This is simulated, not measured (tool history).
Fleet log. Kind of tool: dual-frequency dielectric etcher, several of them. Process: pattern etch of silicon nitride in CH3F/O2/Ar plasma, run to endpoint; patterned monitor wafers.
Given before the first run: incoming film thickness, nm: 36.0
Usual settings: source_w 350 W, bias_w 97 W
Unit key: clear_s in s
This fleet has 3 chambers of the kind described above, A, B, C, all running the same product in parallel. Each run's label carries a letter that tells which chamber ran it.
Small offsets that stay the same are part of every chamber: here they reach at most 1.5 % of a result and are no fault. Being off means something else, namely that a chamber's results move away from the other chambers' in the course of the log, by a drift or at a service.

run 1B hour=3.4 | source_w=350 bias_w=97 | clear_s=49.518
run 2C hour=8.1 | source_w=350 bias_w=97 | clear_s=48.782
run 3A hour=11.3 | source_w=350 bias_w=97 | clear_s=49.219
run 4B hour=15.1 | source_w=350 bias_w=97 | clear_s=49.456
run 5A hour=22 | source_w=350 bias_w=97 | clear_s=49.575
run 6C hour=27 | source_w=350 bias_w=97 | clear_s=48.832
run 7C hour=31.2 | source_w=350 bias_w=97 | clear_s=48.853
run 8A hour=37.9 | source_w=350 bias_w=97 | clear_s=49.275
run 9B hour=43.7 | source_w=350 bias_w=97 | clear_s=49.597
run 10C hour=50.7 | source_w=350 bias_w=76 | clear_s=53.275
run 11B hour=57.1 | source_w=350 bias_w=76 | clear_s=54.188
run 12A hour=61 | source_w=350 bias_w=76 | clear_s=54.032
run 13B hour=64.1 | source_w=380 bias_w=80 | clear_s=51.617
run 14C hour=67.2 | source_w=380 bias_w=80 | clear_s=50.51
run 15A hour=70.3 | source_w=380 bias_w=80 | clear_s=51.312
run 16B hour=77.4 | source_w=350 bias_w=97 | clear_s=49.629
run 17A hour=80.8 | source_w=270 bias_w=97 | clear_s=54.552
run 18C hour=86.5 | source_w=270 bias_w=97 | clear_s=53.585
run 19B hour=89.9 | source_w=270 bias_w=97 | clear_s=54.534
run 20A hour=95.5 | source_w=350 bias_w=97 | clear_s=49.487
run 21C hour=102.5 | source_w=350 bias_w=97 | clear_s=48.809
run 22B hour=106 | source_w=350 bias_w=97 | clear_s=49.458
run 23C hour=112 | source_w=350 bias_w=97 | clear_s=48.735
run 24A hour=117.3 | source_w=350 bias_w=97 | clear_s=49.16
run 25B hour=124.3 | source_w=380 bias_w=109 | clear_s=45.932
run 26A hour=128.3 | source_w=380 bias_w=109 | clear_s=45.765
run 27C hour=134.8 | source_w=380 bias_w=109 | clear_s=45.288
run 28C hour=141.4 | source_w=290 bias_w=97 | clear_s=52.051
run 29B hour=145.8 | source_w=290 bias_w=97 | clear_s=52.819
run 30A hour=148.9 | source_w=290 bias_w=97 | clear_s=52.788
run 31A hour=154.7 | source_w=350 bias_w=97 | clear_s=49.433
run 32B hour=160.3 | source_w=350 bias_w=97 | clear_s=49.792
run 33C hour=167.1 | source_w=350 bias_w=97 | clear_s=48.812
run 34A hour=172.8 | source_w=350 bias_w=97 | clear_s=49.323

Read the log: is a single chamber off, either drifting away or since a service, is the gauge that measures every chamber drifting, or is nothing wrong beyond small per-chamber offsets? Name any odd chamber and what most likely caused it.

The fleet is healthy, with each chamber sitting at its usual small offset and no drift in the gauge.
